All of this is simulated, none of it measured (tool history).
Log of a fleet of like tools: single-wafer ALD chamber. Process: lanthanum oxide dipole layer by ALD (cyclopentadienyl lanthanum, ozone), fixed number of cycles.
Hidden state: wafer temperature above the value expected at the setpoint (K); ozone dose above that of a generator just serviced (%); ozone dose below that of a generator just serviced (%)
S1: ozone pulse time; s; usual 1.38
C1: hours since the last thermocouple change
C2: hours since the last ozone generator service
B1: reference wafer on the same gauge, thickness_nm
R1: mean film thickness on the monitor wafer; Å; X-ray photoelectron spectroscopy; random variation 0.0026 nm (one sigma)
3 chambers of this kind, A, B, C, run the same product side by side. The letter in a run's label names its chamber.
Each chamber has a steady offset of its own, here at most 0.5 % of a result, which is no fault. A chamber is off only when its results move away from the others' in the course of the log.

run,hour,S1,C1,C2,B1,R1
1A,6.7,1.38,1525.9,1025.5,0.5845,5.3748
2C,15.1,1.38,406.1,754.4,0.58473,5.404
3B,22.1,1.38,506.6,699.3,0.58477,5.3781
4C,27.3,1.38,418.3,766.6,0.58485,5.4224
# hour 31.8: chamber A: thermocouple changed; heater temperature recalibrated
5A,36.3,1.38,4.5,1055.1,0.58435,5.3773
6B,42.9,1.38,527.4,720.1,0.58487,5.3853
7A,51.2,1.38,19.4,1070,0.58414,5.4326
8B,60.4,1.38,544.9,737.6,0.58576,5.4108
9C,67.1,1.38,458.1,806.4,0.58526,5.3713
10A,74.3,1.38,42.5,1093.1,0.58524,5.4068
11B,81.9,1.38,566.4,759.1,0.58489,5.396
12C,87.9,1.38,478.9,827.2,0.58567,5.387
13A,96.5,1.38,64.7,1115.3,0.5845,5.3941
14C,102.5,1.74,493.5,841.8,0.58559,5.6365
15B,108.6,1.74,593.1,785.8,0.58507,5.5625
16B,114.5,1.74,599,791.7,0.5851,5.6122
17A,123.5,1.38,91.7,1142.3,0.58463,5.4332
18C,131.9,1.38,522.9,871.2,0.58538,5.3401
# hour 139.4: chamber A: ozone generator serviced
19A,139.7,1.38,107.9,0.4,0.58519,5.3817
20B,146.5,1.38,631,823.7,0.58472,5.4109
21C,153.1,1.38,544.1,892.4,0.5846,5.4146
22A,158.7,1.38,126.9,19.4,0.58454,5.3873
23C,164.2,1.38,555.2,903.5,0.58522,5.4121
24B,168.5,1.38,653,845.7,0.58571,5.4066
25C,174.7,1.88,565.7,914,0.58538,5.6288
26B,178.9,1.88,663.4,856.1,0.58448,5.6454
27A,187.8,1.88,156,48.5,0.5852,5.6146
28B,195.5,1.38,680,872.7,0.58522,5.398
# hour 204.1: chamber C: ozone generator serviced
29C,204.5,1.38,595.5,0.5,0.58485,5.4434
30A,210.2,1.38,178.4,70.9,0.58495,5.3418
31B,217.2,1.38,701.7,894.4,0.5851,5.3609
32A,226.5,1.38,194.7,87.2,0.58511,5.3518

What goes on in this fleet: one chamber off, a drifting gauge, or nothing beyond the chambers' own small offsets? Name the chamber and the cause, if any.

No chamber stands off beyond its own small offset, and the gauge holds steady.
